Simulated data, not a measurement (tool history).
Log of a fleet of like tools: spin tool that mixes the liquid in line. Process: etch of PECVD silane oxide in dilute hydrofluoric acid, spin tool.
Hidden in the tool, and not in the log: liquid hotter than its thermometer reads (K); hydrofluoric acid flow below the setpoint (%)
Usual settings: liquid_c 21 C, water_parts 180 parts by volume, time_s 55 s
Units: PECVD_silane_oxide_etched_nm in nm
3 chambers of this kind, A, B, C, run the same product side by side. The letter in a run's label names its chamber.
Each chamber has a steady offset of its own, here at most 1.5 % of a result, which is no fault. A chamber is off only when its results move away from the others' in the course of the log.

run,day,liquid_c,water_parts,time_s,hours since the thermometer was replaced,hours since the hydrofluoric acid flow meter was replaced,"read-back film thickness of the PECVD silane oxide reference wafer, read on the same gauge (nm)",PECVD_silane_oxide_etched_nm
1B,0.212,21,180,55,872.3,1406.4,140.02,12.271
2C,0.383,21,180,55,1196.7,628.7,140,12.495
3A,0.504,21,180,55,810.8,532.2,140,12.111
4A,0.642,21,180,55,814.1,535.5,139.96,12.261
5C,0.871,21,180,55,1208.4,640.4,139.98,12.317
6B,1,21,180,55,891.2,1425.3,139.98,12.43
7B,1.183,21,180,55,895.6,1429.7,140,12.393
8A,1.367,21,180,55,831.5,552.9,140.03,12.312
9C,1.608,21,180,55,1226.1,658.1,140.02,12.555
10A,1.829,21,180,55,842.6,564,140,12.234
11C,2.025,21,180,55,1236.1,668.1,139.99,12.485
12B,2.15,21,180,55,918.8,1452.9,140,12.355
13A,2.304,21,180,55,854,575.4,140,12.285
14C,2.517,21,140,85,1247.9,679.9,140,25.938
15B,2.7,21,140,85,932,1466.1,139.99,25.399
16A,2.912,21,140,85,868.6,590,140.01,25.602
17C,3.079,21,180,55,1261.4,693.4,139.99,12.433
18B,3.246,25.5,180,35,945.1,1479.2,140.03,9.147
19B,3.371,25.5,180,35,948.1,1482.2,140.01,9.143
20C,3.55,25.5,180,35,1272.7,704.7,140,9.3238
21A,3.671,21,180,55,886.8,608.2,139.99,12.376
22B,3.838,21,180,55,959.3,1493.4,140.01,11.955
23C,4.025,21,180,55,1284.1,716.1,140,12.458
24A,4.229,21,180,55,900.2,621.6,139.99,12.249
25B,4.467,21,180,55,974.4,1508.5,139.98,11.938
26A,4.612,21,180,55,909.4,630.8,139.99,12.283
27C,4.762,21,180,55,1301.8,733.8,140.01,12.458
28C,4.892,21,150,40,1304.9,736.9,139.99,11.259
29B,5.054,21,150,40,988.5,1522.6,139.99,10.756
30A,5.179,21,150,40,923,644.4,139.99,11.009
31A,5.321,21,180,55,926.4,647.8,140,12.298
32C,5.433,21,180,55,1317.9,749.9,139.99,12.351
33B,5.633,21,180,55,1002.4,1536.5,140,11.772
34C,5.867,21,180,55,1328.3,760.3,140,12.242

What goes on in this fleet: one chamber off, a drifting gauge, or nothing beyond the chambers' own small offsets? Name the chamber and the cause, if any.

Chamber B drifts away from the others.
Cause: hydrofluoric acid flow below the setpoint (%) = 4.08.
The log may not tell that from: liquid colder than its thermometer reads (K).

Here are 4 candidates for chamber B's next run, each the usual settings with a change, their results left as question marks. Which one brings its results back in line with what the others give on the usual settings?
In line means no further than this from the other chambers' mean on the usual settings: PECVD_silane_oxide_etched_nm 0.28 nm
35B-1,6.046,22,180,55,,,,?
35B-2,6.046,20,180,55,,,,?
35B-3,6.046,21,180,60,,,,?
35B-4,6.046,21,180,50,,,,?

The other chambers' mean on the usual settings: PECVD_silane_oxide_etched_nm 12.35 nm
run,PECVD_silane_oxide_etched_nm
35B-1,12.245
35B-2,11.321
35B-3,12.847
35B-4,10.706
35B-1 brings the chamber back in line.
